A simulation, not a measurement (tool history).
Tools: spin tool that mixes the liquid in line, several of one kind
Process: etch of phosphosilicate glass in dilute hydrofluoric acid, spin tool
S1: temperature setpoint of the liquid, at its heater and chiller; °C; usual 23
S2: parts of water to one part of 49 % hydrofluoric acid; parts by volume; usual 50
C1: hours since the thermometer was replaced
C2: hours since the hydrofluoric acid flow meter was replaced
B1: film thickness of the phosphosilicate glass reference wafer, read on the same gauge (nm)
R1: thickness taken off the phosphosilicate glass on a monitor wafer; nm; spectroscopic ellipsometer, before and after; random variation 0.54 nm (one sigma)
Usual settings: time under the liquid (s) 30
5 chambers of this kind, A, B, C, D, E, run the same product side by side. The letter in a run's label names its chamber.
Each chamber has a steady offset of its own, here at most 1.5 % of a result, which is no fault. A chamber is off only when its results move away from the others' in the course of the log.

Run 1E, hour 6.7: usual settings; C1 707.4; C2 1076.7; B1 50.02. Result: R1 86.704 nm.
Run 2C, hour 13.2: usual settings; C1 626.2; C2 1638.3; B1 50.039. Result: R1 86.153 nm.
Run 3B, hour 19: usual settings; C1 129.2; C2 1219; B1 50.014. Result: R1 85.545 nm.
Run 4D, hour 24.3: usual settings; C1 630.7; C2 71.4; B1 49.996. Result: R1 86.809 nm.
Run 5A, hour 30.9: usual settings; C1 839.7; C2 518.4; B1 50.003. Result: R1 87.361 nm.
Run 6D, hour 36.4: usual settings; C1 642.8; C2 83.5; B1 49.977. Result: R1 87.074 nm.
Run 7B, hour 42: usual settings; C1 152.2; C2 1242; B1 49.999. Result: R1 84.872 nm.
Run 8E, hour 46.9: usual settings but S1 20.5 °C; C1 747.6; C2 1116.9; B1 49.982. Result: R1 78.007 nm.
Run 9C, hour 53: usual settings but S1 20.5 °C; C1 666; C2 1678.1; B1 50.006. Result: R1 76.723 nm.
Run 10A, hour 59: usual settings but S1 20.5 °C; C1 867.8; C2 546.5; B1 49.999. Result: R1 79.074 nm.
Run 11C, hour 65.4: usual settings but S1 20.5 °C; C1 678.4; C2 1690.5; B1 50.013. Result: R1 77.092 nm.
Run 12E, hour 68.9: usual settings but S1 20.5 °C; C1 769.6; C2 1138.9; B1 49.995. Result: R1 79.846 nm.
Run 13D, hour 73.8: usual settings; C1 680.2; C2 120.9; B1 50.016. Result: R1 86.635 nm.
Run 14A, hour 81.1: usual settings; C1 889.9; C2 568.6; B1 49.992. Result: R1 88.25 nm.
Run 15B, hour 87: usual settings; C1 197.2; C2 1287; B1 49.98. Result: R1 85.415 nm.
Run 16B, hour 91: usual settings; C1 201.2; C2 1291; B1 50.012. Result: R1 86.463 nm.
Run 17C, hour 96.8: usual settings; C1 709.8; C2 1721.9; B1 49.985. Result: R1 85.28 nm.
Run 18D, hour 103.9: usual settings; C1 710.3; C2 151; B1 49.958. Result: R1 86.755 nm.
Run 19A, hour 111: usual settings; C1 919.8; C2 598.5; B1 49.978. Result: R1 86.409 nm.
Run 20E, hour 117: usual settings; C1 817.7; C2 1187; B1 50. Result: R1 86.741 nm.
Run 21C, hour 121.2: usual settings; C1 734.2; C2 1746.3; B1 49.999. Result: R1 84.7 nm.
Run 22A, hour 125.1: usual settings; C1 933.9; C2 612.6; B1 50.001. Result: R1 87.386 nm.
Run 23E, hour 130.9: usual settings; C1 831.6; C2 1200.9; B1 50.003. Result: R1 87.338 nm.
Run 24B, hour 134.6: usual settings but S2 35 parts by volume, time under the liquid (s) 15; C1 244.8; C2 1334.6; B1 49.972. Result: R1 61.743 nm.
At hour 135.8: chamber E: hydrofluoric acid flow meter replaced.
Run 25D, hour 141: usual settings but S2 35 parts by volume, time under the liquid (s) 15; C1 747.4; C2 188.1; B1 50.004. Result: R1 63.612 nm.
Run 26A, hour 147.4: usual settings but S2 35 parts by volume, time under the liquid (s) 15; C1 956.2; C2 634.9; B1 49.98. Result: R1 63.89 nm.
Run 27C, hour 150.9: usual settings but S2 35 parts by volume, time under the liquid (s) 15; C1 763.9; C2 1776; B1 50.006. Result: R1 61.163 nm.
Run 28D, hour 154.6: usual settings but S2 35 parts by volume, time under the liquid (s) 15; C1 761; C2 201.7; B1 50.023. Result: R1 63.824 nm.
Run 29B, hour 161.8: usual settings; C1 272; C2 1361.8; B1 49.997. Result: R1 86.102 nm.
Run 30E, hour 167.9: usual settings; C1 868.6; C2 32.2; B1 50.024. Result: R1 87.474 nm.
Run 31D, hour 173.1: usual settings; C1 779.5; C2 220.2; B1 49.988. Result: R1 87.644 nm.
Run 32C, hour 177.1: usual settings; C1 790.1; C2 1802.2; B1 49.989. Result: R1 83.832 nm.
Run 33A, hour 183.6: usual settings; C1 992.4; C2 671.1; B1 49.967. Result: R1 88.38 nm.
At hour 184.3: chamber A: thermometer replaced.
Run 34E, hour 190.4: usual settings; C1 891.1; C2 54.7; B1 50.019. Result: R1 87.383 nm.
Run 35B, hour 195.6: usual settings; C1 305.8; C2 1395.6; B1 49.98. Result: R1 85.879 nm.
Run 36B, hour 202.4: usual settings; C1 312.6; C2 1402.4; B1 50.013. Result: R1 84.966 nm.
Run 37D, hour 208.7: usual settings; C1 815.1; C2 255.8; B1 49.992. Result: R1 86.991 nm.
Run 38A, hour 215.4: usual settings; C1 31.1; C2 702.9; B1 49.977. Result: R1 87.508 nm.
Run 39E, hour 219.1: usual settings but S1 27.5 °C; C1 919.8; C2 83.4; B1 49.998. Result: R1 104.35 nm.
Run 40C, hour 225.3: usual settings but S1 27.5 °C; C1 838.3; C2 1850.4; B1 50.004. Result: R1 98.777 nm.
Run 41C, hour 232.8: usual settings but S1 27.5 °C; C1 845.8; C2 1857.9; B1 50.005. Result: R1 97.884 nm.
Run 42D, hour 236.4: usual settings but S1 27.5 °C; C1 842.8; C2 283.5; B1 50.007. Result: R1 105.08 nm.

All 5 chambers run these settings next. Forecast each chamber's results:
Run 43A, hour 241.9: usual settings but S1 26.5 °C. Result: R1 ?.
Run 43B, hour 241.9: usual settings but S1 26.5 °C. Result: R1 ?.
Run 43C, hour 241.9: usual settings but S1 26.5 °C. Result: R1 ?.
Run 43D, hour 241.9: usual settings but S1 26.5 °C. Result: R1 ?.
Run 43E, hour 241.9: usual settings but S1 26.5 °C. Result: R1 ?.

run      R1
43A  101.73
43B  97.829
43C  93.703
43D  100.35
43E  100.05
